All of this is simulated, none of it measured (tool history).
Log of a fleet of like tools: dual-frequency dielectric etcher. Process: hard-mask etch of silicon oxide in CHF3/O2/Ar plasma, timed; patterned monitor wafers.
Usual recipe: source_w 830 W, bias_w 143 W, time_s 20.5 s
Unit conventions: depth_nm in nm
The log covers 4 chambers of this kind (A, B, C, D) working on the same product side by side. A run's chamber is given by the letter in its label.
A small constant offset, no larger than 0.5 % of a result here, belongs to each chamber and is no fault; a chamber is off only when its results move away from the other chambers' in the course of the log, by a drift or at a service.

run	hour	source_w	bias_w	time_s	hours since the last wet clean	hours since the last source power generator calibration	hours since the last bias power generator calibration	read-back reference wafer on the same gauge, depth_nm	depth_nm
1B	8.9	830	143	20.5	167.1	3834.8	1722.7	39.291	42.528
2A	15.5	830	143	20.5	253.9	2807.6	3316.6	39.281	42.468
3D	22.1	830	143	20.5	162.0	771.0	1185.9	39.296	42.667
4C	31.5	830	143	20.5	228.6	1209.8	162.9	39.273	42.537
5A	43.6	830	143	20.5	282.0	2835.7	3344.7	39.258	42.541
# hour 47.1: chamber B: bias power generator calibrated
6B	52.9	830	143	20.5	211.1	3878.8	5.9	39.235	42.471
7C	58.4	830	143	20.5	255.5	1236.7	189.8	39.238	42.340
8D	66.6	830	143	20.5	206.5	815.5	1230.4	39.237	42.538
9B	72.5	830	143	20.5	230.7	3898.4	25.5	39.225	42.450
10A	82.1	830	143	20.5	320.5	2874.2	3383.2	39.214	42.478
11D	92.8	830	143	20.5	232.7	841.7	1256.6	39.204	42.574
12C	103.1	830	143	20.5	300.2	1281.4	234.5	39.191	42.391
13A	114.0	830	143	20.5	352.4	2906.1	3415.1	39.184	42.440
14D	121.7	830	143	20.5	261.6	870.6	1285.5	39.195	42.596
15C	127.9	830	143	20.5	325.0	1306.2	259.3	39.180	42.306
16B	134.3	830	143	20.5	292.5	3960.2	87.3	39.154	42.383
17C	145.7	830	143	20.5	342.8	1324.0	277.1	39.158	42.272
18B	154.3	830	143	20.5	312.5	3980.2	107.3	39.156	42.324
19A	159.9	830	143	20.5	398.3	2952.0	3461.0	39.133	42.359
20D	170.7	830	143	20.5	310.6	919.6	1334.5	39.135	42.545
21D	179.5	830	143	20.5	319.4	928.4	1343.3	39.128	42.487
22A	187.6	830	143	20.5	426.0	2979.7	3488.7	39.100	42.444
23B	196.3	830	143	20.5	354.5	4022.2	149.3	39.104	42.385
24C	203.6	830	143	20.5	400.7	1381.9	335.0	39.087	42.291

Each of the 4 chambers runs these same settings next. Fill in every chamber's results:
25A	212.3	830	170	20.5					?
25B	212.3	830	170	20.5					?
25C	212.3	830	170	20.5					?
25D	212.3	830	170	20.5					?

run	depth_nm
25A	44.645
25B	44.744
25C	44.709
25D	44.726

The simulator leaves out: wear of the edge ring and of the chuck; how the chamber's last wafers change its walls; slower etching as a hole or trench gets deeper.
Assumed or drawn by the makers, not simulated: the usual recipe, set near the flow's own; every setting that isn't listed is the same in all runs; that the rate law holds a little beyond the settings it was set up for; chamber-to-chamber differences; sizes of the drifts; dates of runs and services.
